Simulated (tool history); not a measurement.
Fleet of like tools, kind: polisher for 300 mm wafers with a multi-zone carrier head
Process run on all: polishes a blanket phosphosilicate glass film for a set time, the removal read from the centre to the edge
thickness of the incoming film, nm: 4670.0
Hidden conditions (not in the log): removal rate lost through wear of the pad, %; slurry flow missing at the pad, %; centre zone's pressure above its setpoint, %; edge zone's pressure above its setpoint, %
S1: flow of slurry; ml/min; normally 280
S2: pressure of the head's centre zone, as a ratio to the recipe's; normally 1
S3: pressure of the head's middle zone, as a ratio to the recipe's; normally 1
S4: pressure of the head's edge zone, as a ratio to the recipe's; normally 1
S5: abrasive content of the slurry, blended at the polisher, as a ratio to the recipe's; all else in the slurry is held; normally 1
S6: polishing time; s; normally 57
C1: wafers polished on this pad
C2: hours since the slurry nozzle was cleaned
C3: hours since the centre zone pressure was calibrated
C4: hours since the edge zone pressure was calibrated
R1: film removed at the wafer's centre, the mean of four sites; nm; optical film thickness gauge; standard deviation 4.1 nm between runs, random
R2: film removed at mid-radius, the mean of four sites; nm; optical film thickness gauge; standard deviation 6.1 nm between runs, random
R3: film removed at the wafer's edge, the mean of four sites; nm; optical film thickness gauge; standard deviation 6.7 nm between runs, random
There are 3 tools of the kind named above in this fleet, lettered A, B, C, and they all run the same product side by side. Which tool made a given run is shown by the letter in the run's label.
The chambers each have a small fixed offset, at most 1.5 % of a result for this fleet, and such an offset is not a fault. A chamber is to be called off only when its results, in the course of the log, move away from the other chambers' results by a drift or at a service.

{"run": "1B", "day": 0.392, "S1": 280, "S2": 1, "S3": 1, "S4": 1, "S5": 1, "S6": 57, "C1": 400, "C2": 337.2, "C3": 88.2, "C4": 865, "R1": 452.03, "R2": 458.68, "R3": 461.03}
{"day": 0.808, "done": "chamber B: worn pad replaced by a new one"}
{"run": "2A", "day": 0.892, "S1": 280, "S2": 1, "S3": 1, "S4": 1, "S5": 1, "S6": 57, "C1": 209, "C2": 123.3, "C3": 646.1, "C4": 100.8, "R1": 471.13, "R2": 463.03, "R3": 474.35}
{"run": "3C", "day": 1.471, "S1": 280, "S2": 1, "S3": 1, "S4": 1, "S5": 1, "S6": 57, "C1": 429, "C2": 376.6, "C3": 48.1, "C4": 1029.4, "R1": 449.84, "R2": 446.94, "R3": 456.69}
{"day": 1.5, "done": "chamber C: slurry nozzle cleaned"}
{"run": "4C", "day": 2.05, "S1": 280, "S2": 1, "S3": 1, "S4": 1, "S5": 1, "S6": 57, "C1": 543, "C2": 13.2, "C3": 62, "C4": 1043.3, "R1": 450.11, "R2": 450.15, "R3": 465.24}
{"run": "5B", "day": 2.367, "S1": 280, "S2": 1, "S3": 1, "S4": 1, "S5": 1, "S6": 57, "C1": 306, "C2": 384.6, "C3": 135.6, "C4": 912.4, "R1": 447.18, "R2": 447.4, "R3": 457.75}
{"run": "6A", "day": 2.904, "S1": 280, "S2": 1, "S3": 1, "S4": 1, "S5": 1, "S6": 57, "C1": 604, "C2": 171.6, "C3": 694.4, "C4": 149.1, "R1": 462.48, "R2": 459.91, "R3": 468.54}
{"run": "7B", "day": 3.192, "S1": 280, "S2": 1, "S3": 1, "S4": 1, "S5": 1, "S6": 57, "C1": 469, "C2": 404.4, "C3": 155.4, "C4": 932.2, "R1": 446.12, "R2": 448.58, "R3": 455.72}
{"run": "8A", "day": 3.529, "S1": 200, "S2": 1, "S3": 1, "S4": 1.05, "S5": 1, "S6": 57, "C1": 727, "C2": 186.6, "C3": 709.4, "C4": 164.1, "R1": 440.38, "R2": 439.51, "R3": 450.41}
{"day": 3.812, "done": "chamber B: worn pad replaced by a new one"}
{"run": "9C", "day": 4.058, "S1": 200, "S2": 1, "S3": 1, "S4": 1.05, "S5": 1, "S6": 57, "C1": 938, "C2": 61.4, "C3": 110.2, "C4": 1091.5, "R1": 436.46, "R2": 426.07, "R3": 449.22}
{"run": "10C", "day": 4.488, "S1": 200, "S2": 1, "S3": 1, "S4": 1.05, "S5": 1, "S6": 57, "C1": 1022, "C2": 71.7, "C3": 120.5, "C4": 1101.8, "R1": 431.02, "R2": 436.06, "R3": 440.19}
{"day": 4.738, "done": "chamber C: worn pad replaced by a new one"}
{"run": "11A", "day": 5.067, "S1": 280, "S2": 1, "S3": 0.89, "S4": 1.05, "S5": 1, "S6": 57, "C1": 1029, "C2": 223.5, "C3": 746.3, "C4": 201, "R1": 457.08, "R2": 414.96, "R3": 468.12}
{"day": 5.167, "done": "chamber A: worn pad replaced by a new one"}
{"run": "12B", "day": 5.629, "S1": 280, "S2": 1, "S3": 0.89, "S4": 1.05, "S5": 1, "S6": 57, "C1": 357, "C2": 462.9, "C3": 213.9, "C4": 990.7, "R1": 457.82, "R2": 403.85, "R3": 467.79}
{"run": "13C", "day": 6.208, "S1": 280, "S2": 1, "S3": 0.89, "S4": 1.05, "S5": 1, "S6": 57, "C1": 289, "C2": 113, "C3": 161.8, "C4": 1143.1, "R1": 456.45, "R2": 411.87, "R3": 469.01}
{"run": "14B", "day": 6.55, "S1": 280, "S2": 1, "S3": 1, "S4": 1, "S5": 1, "S6": 57, "C1": 538, "C2": 485, "C3": 236, "C4": 1012.8, "R1": 454.22, "R2": 452.39, "R3": 452.63}
{"day": 6.812, "done": "chamber B: worn pad replaced by a new one"}
{"run": "15A", "day": 7.021, "S1": 280, "S2": 1, "S3": 1, "S4": 1, "S5": 1, "S6": 57, "C1": 365, "C2": 270.4, "C3": 793.2, "C4": 247.9, "R1": 465.86, "R2": 465.09, "R3": 453.43}
{"run": "16A", "day": 7.562, "S1": 280, "S2": 1, "S3": 1, "S4": 1, "S5": 1, "S6": 57, "C1": 471, "C2": 283.4, "C3": 806.2, "C4": 260.9, "R1": 458.43, "R2": 444.48, "R3": 465.64}
{"day": 7.788, "done": "chamber A: edge zone pressure recalibrated"}
{"run": "17B", "day": 7.992, "S1": 280, "S2": 1, "S3": 1, "S4": 1, "S5": 1, "S6": 57, "C1": 232, "C2": 519.6, "C3": 270.6, "C4": 1047.4, "R1": 452.76, "R2": 460.36, "R3": 455.93}
{"run": "18C", "day": 8.517, "S1": 280, "S2": 1, "S3": 1, "S4": 1, "S5": 1, "S6": 57, "C1": 743, "C2": 168.4, "C3": 217.2, "C4": 1198.5, "R1": 443.8, "R2": 448.13, "R3": 451.6}
{"run": "19B", "day": 8.958, "S1": 280, "S2": 1, "S3": 1, "S4": 1, "S5": 1, "S6": 57, "C1": 422, "C2": 542.8, "C3": 293.8, "C4": 1070.6, "R1": 447.76, "R2": 457.34, "R3": 464.16}
{"day": 9.342, "done": "chamber A: worn pad replaced by a new one"}
{"day": 9.4, "done": "chamber B: worn pad replaced by a new one"}
{"run": "20A", "day": 9.454, "S1": 280, "S2": 1, "S3": 1, "S4": 1, "S5": 1, "S6": 57, "C1": 22, "C2": 328.8, "C3": 851.6, "C4": 40.1, "R1": 456.3, "R2": 473.48, "R3": 459.33}
{"run": "21C", "day": 9.917, "S1": 280, "S2": 1, "S3": 1, "S4": 1, "S5": 1, "S6": 57, "C1": 1018, "C2": 202, "C3": 250.8, "C4": 1232.1, "R1": 450.53, "R2": 452.47, "R3": 462.9}
{"run": "22C", "day": 10.271, "S1": 280, "S2": 1, "S3": 1, "S4": 1, "S5": 1, "S6": 57, "C1": 1088, "C2": 210.5, "C3": 259.3, "C4": 1240.6, "R1": 457.15, "R2": 452.75, "R3": 442.9}
{"day": 10.579, "done": "chamber C: worn pad replaced by a new one"}
{"run": "23B", "day": 10.592, "S1": 280, "S2": 1, "S3": 1, "S4": 1, "S5": 1, "S6": 57, "C1": 234, "C2": 582, "C3": 333, "C4": 1109.8, "R1": 453.62, "R2": 439.13, "R3": 454.47}
{"run": "24A", "day": 11.154, "S1": 280, "S2": 0.94, "S3": 1, "S4": 0.93, "S5": 1, "S6": 57, "C1": 356, "C2": 369.6, "C3": 892.4, "C4": 80.9, "R1": 426.81, "R2": 458.14, "R3": 442.54}
{"day": 11.396, "done": "chamber B: centre zone pressure recalibrated"}
{"run": "25A", "day": 11.525, "S1": 280, "S2": 0.94, "S3": 1, "S4": 0.93, "S5": 1, "S6": 57, "C1": 429, "C2": 378.5, "C3": 901.3, "C4": 89.8, "R1": 433.87, "R2": 466.69, "R3": 445.03}
{"run": "26B", "day": 11.8, "S1": 280, "S2": 0.94, "S3": 1, "S4": 0.93, "S5": 1, "S6": 57, "C1": 472, "C2": 611, "C3": 9.8, "C4": 1138.8, "R1": 418.13, "R2": 459.72, "R3": 435.49}
{"day": 11.917, "done": "chamber B: worn pad replaced by a new one"}
{"run": "27C", "day": 12.196, "S1": 200, "S2": 1.05, "S3": 1, "S4": 1, "S5": 1, "S6": 57, "C1": 318, "C2": 256.7, "C3": 305.5, "C4": 1286.8, "R1": 456.29, "R2": 446.39, "R3": 430.82}
{"run": "28A", "day": 12.596, "S1": 200, "S2": 1.05, "S3": 1, "S4": 1, "S5": 1, "S6": 57, "C1": 640, "C2": 404.2, "C3": 927, "C4": 115.5, "R1": 460.25, "R2": 432.42, "R3": 439.65}
{"run": "29B", "day": 13.183, "S1": 200, "S2": 1.05, "S3": 1, "S4": 1, "S5": 1, "S6": 57, "C1": 249, "C2": 644.2, "C3": 43, "C4": 1172, "R1": 453.56, "R2": 435.31, "R3": 460.68}
{"run": "30C", "day": 13.471, "S1": 280, "S2": 1, "S3": 1, "S4": 1, "S5": 1, "S6": 57, "C1": 569, "C2": 287.3, "C3": 336.1, "C4": 1317.4, "R1": 454.79, "R2": 453.6, "R3": 460.98}
{"run": "31A", "day": 13.971, "S1": 280, "S2": 1, "S3": 1, "S4": 1, "S5": 1, "S6": 57, "C1": 910, "C2": 437.2, "C3": 960, "C4": 148.5, "R1": 468.22, "R2": 455.43, "R3": 473.45}
{"run": "32C", "day": 14.396, "S1": 280, "S2": 1, "S3": 1, "S4": 1, "S5": 1, "S6": 57, "C1": 750, "C2": 309.5, "C3": 358.3, "C4": 1339.6, "R1": 458.38, "R2": 448.12, "R3": 460.28}

Does one chamber stand apart from the rest, does the shared gauge drift, or is all well apart from small per-chamber offsets? Give the chamber and the most likely cause, where there is one.

No chamber stands off beyond its own small offset, and the gauge holds steady.

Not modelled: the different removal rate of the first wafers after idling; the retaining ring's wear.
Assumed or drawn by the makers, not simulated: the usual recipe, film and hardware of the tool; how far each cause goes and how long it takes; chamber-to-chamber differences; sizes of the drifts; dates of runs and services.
